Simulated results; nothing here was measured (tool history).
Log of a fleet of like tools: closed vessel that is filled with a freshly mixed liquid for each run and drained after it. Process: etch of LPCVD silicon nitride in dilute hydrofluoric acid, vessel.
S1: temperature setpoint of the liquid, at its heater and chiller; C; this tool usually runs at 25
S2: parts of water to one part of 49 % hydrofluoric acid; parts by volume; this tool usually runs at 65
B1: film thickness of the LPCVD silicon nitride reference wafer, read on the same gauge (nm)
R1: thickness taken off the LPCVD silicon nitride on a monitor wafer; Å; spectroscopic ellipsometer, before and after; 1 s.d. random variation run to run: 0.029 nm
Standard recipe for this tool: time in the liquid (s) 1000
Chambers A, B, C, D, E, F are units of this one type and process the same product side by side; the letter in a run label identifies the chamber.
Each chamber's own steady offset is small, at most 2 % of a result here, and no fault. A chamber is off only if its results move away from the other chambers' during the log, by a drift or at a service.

Run 1E, hour 4.9: usual settings; B1 99.993. Result: R1 77.927 Å.
Run 2D, hour 9.5: usual settings; B1 99.975. Result: R1 78.271 Å.
Run 3F, hour 17.2: usual settings; B1 99.981. Result: R1 77.521 Å.
Run 4A, hour 25.3: usual settings; B1 99.993. Result: R1 79.039 Å.
Run 5B, hour 32.7: usual settings but time in the liquid (s) 1225; B1 100.000. Result: R1 95.523 Å.
Run 6C, hour 38.7: usual settings but time in the liquid (s) 1225; B1 100.000. Result: R1 96.337 Å.
Run 7F, hour 48.6: usual settings but time in the liquid (s) 1225; B1 100.000. Result: R1 95.850 Å.
Run 8A, hour 57.2: usual settings but time in the liquid (s) 1225; B1 99.987. Result: R1 96.754 Å.
Run 9C, hour 67.2: usual settings but time in the liquid (s) 1225; B1 100.020. Result: R1 95.762 Å.
Run 10E, hour 75.2: usual settings but time in the liquid (s) 1225; B1 100.000. Result: R1 95.616 Å.
Run 11D, hour 80.6: usual settings; B1 100.010. Result: R1 78.081 Å.
Run 12B, hour 89.0: usual settings; B1 100.000. Result: R1 77.478 Å.
Run 13C, hour 98.8: usual settings; B1 99.992. Result: R1 77.943 Å.
Run 14F, hour 109.4: usual settings; B1 99.995. Result: R1 77.850 Å.
Run 15E, hour 116.0: usual settings but S2 85 parts by volume; B1 100.000. Result: R1 60.085 Å.
Run 16D, hour 124.3: usual settings but S2 85 parts by volume; B1 99.984. Result: R1 60.493 Å.
Run 17A, hour 134.3: usual settings but S2 85 parts by volume; B1 99.990. Result: R1 60.843 Å.
Run 18B, hour 139.9: usual settings but S2 85 parts by volume; B1 99.992. Result: R1 59.741 Å.
Run 19A, hour 150.2: usual settings but S2 85 parts by volume; B1 99.984. Result: R1 60.914 Å.
Run 20C, hour 158.7: usual settings but S2 85 parts by volume; B1 100.010. Result: R1 59.803 Å.
Run 21E, hour 165.3: usual settings; B1 99.988. Result: R1 77.490 Å.
Run 22B, hour 174.2: usual settings; B1 99.993. Result: R1 77.725 Å.
Run 23D, hour 180.3: usual settings; B1 100.020. Result: R1 78.387 Å.
At hour 182.5: chamber E: hydrofluoric acid flow meter replaced.
Run 24F, hour 188.6: usual settings; B1 99.971. Result: R1 77.432 Å.
Run 25E, hour 195.5: usual settings; B1 100.030. Result: R1 77.748 Å.
Run 26D, hour 201.4: usual settings; B1 100.030. Result: R1 78.137 Å.
Run 27C, hour 209.9: usual settings; B1 100.000. Result: R1 76.578 Å.
Run 28B, hour 219.5: usual settings; B1 99.991. Result: R1 77.825 Å.
Run 29A, hour 225.5: usual settings; B1 100.000. Result: R1 79.208 Å.
Run 30F, hour 232.5: usual settings; B1 100.010. Result: R1 78.122 Å.
Run 31F, hour 240.4: usual settings; B1 100.020. Result: R1 77.780 Å.
Run 32E, hour 248.3: usual settings but S1 29 C, S2 75 parts by volume; B1 100.000. Result: R1 88.397 Å.
Run 33B, hour 256.7: usual settings but S1 29 C, S2 75 parts by volume; B1 100.000. Result: R1 88.179 Å.
Run 34D, hour 265.3: usual settings but S1 29 C, S2 75 parts by volume; B1 100.000. Result: R1 88.721 Å.
At hour 273.8: chamber A: hydrofluoric acid flow meter replaced.
Run 35A, hour 273.9: usual settings but S1 29 C, S2 75 parts by volume; B1 99.997. Result: R1 89.916 Å.
Run 36C, hour 283.6: usual settings but S1 29 C, S2 75 parts by volume; B1 99.998. Result: R1 84.656 Å.
At hour 289.8: chamber A: thermometer replaced.
Run 37E, hour 291.2: usual settings but S1 29 C, S2 75 parts by volume; B1 100.010. Result: R1 88.287 Å.
Run 38D, hour 298.1: usual settings but S1 29 C, time in the liquid (s) 1345; B1 100.010. Result: R1 137.470 Å.
Run 39F, hour 302.9: usual settings but S1 29 C, time in the liquid (s) 1345; B1 100.000. Result: R1 135.240 Å.
Run 40B, hour 308.9: usual settings but S1 29 C, time in the liquid (s) 1345; B1 100.000. Result: R1 136.810 Å.
Run 41C, hour 314.4: usual settings but S1 29 C, time in the liquid (s) 1345; B1 99.996. Result: R1 130.300 Å.
Run 42A, hour 320.2: usual settings but S1 29 C, time in the liquid (s) 1345; B1 100.010. Result: R1 139.630 Å.
Run 43E, hour 326.9: usual settings but S1 29 C, time in the liquid (s) 1345; B1 100.020. Result: R1 136.980 Å.

Each of the 6 chambers runs these same settings next. Fill in every chamber's results:
Run 44A, hour 334.4: usual settings but time in the liquid (s) 1250. Result: R1 ?.
Run 44B, hour 334.4: usual settings but time in the liquid (s) 1250. Result: R1 ?.
Run 44C, hour 334.4: usual settings but time in the liquid (s) 1250. Result: R1 ?.
Run 44D, hour 334.4: usual settings but time in the liquid (s) 1250. Result: R1 ?.
Run 44E, hour 334.4: usual settings but time in the liquid (s) 1250. Result: R1 ?.
Run 44F, hour 334.4: usual settings but time in the liquid (s) 1250. Result: R1 ?.

run      R1
44A  99.306
44B  96.852
44C  92.599
44D  97.799
44E  97.792
44F  97.577

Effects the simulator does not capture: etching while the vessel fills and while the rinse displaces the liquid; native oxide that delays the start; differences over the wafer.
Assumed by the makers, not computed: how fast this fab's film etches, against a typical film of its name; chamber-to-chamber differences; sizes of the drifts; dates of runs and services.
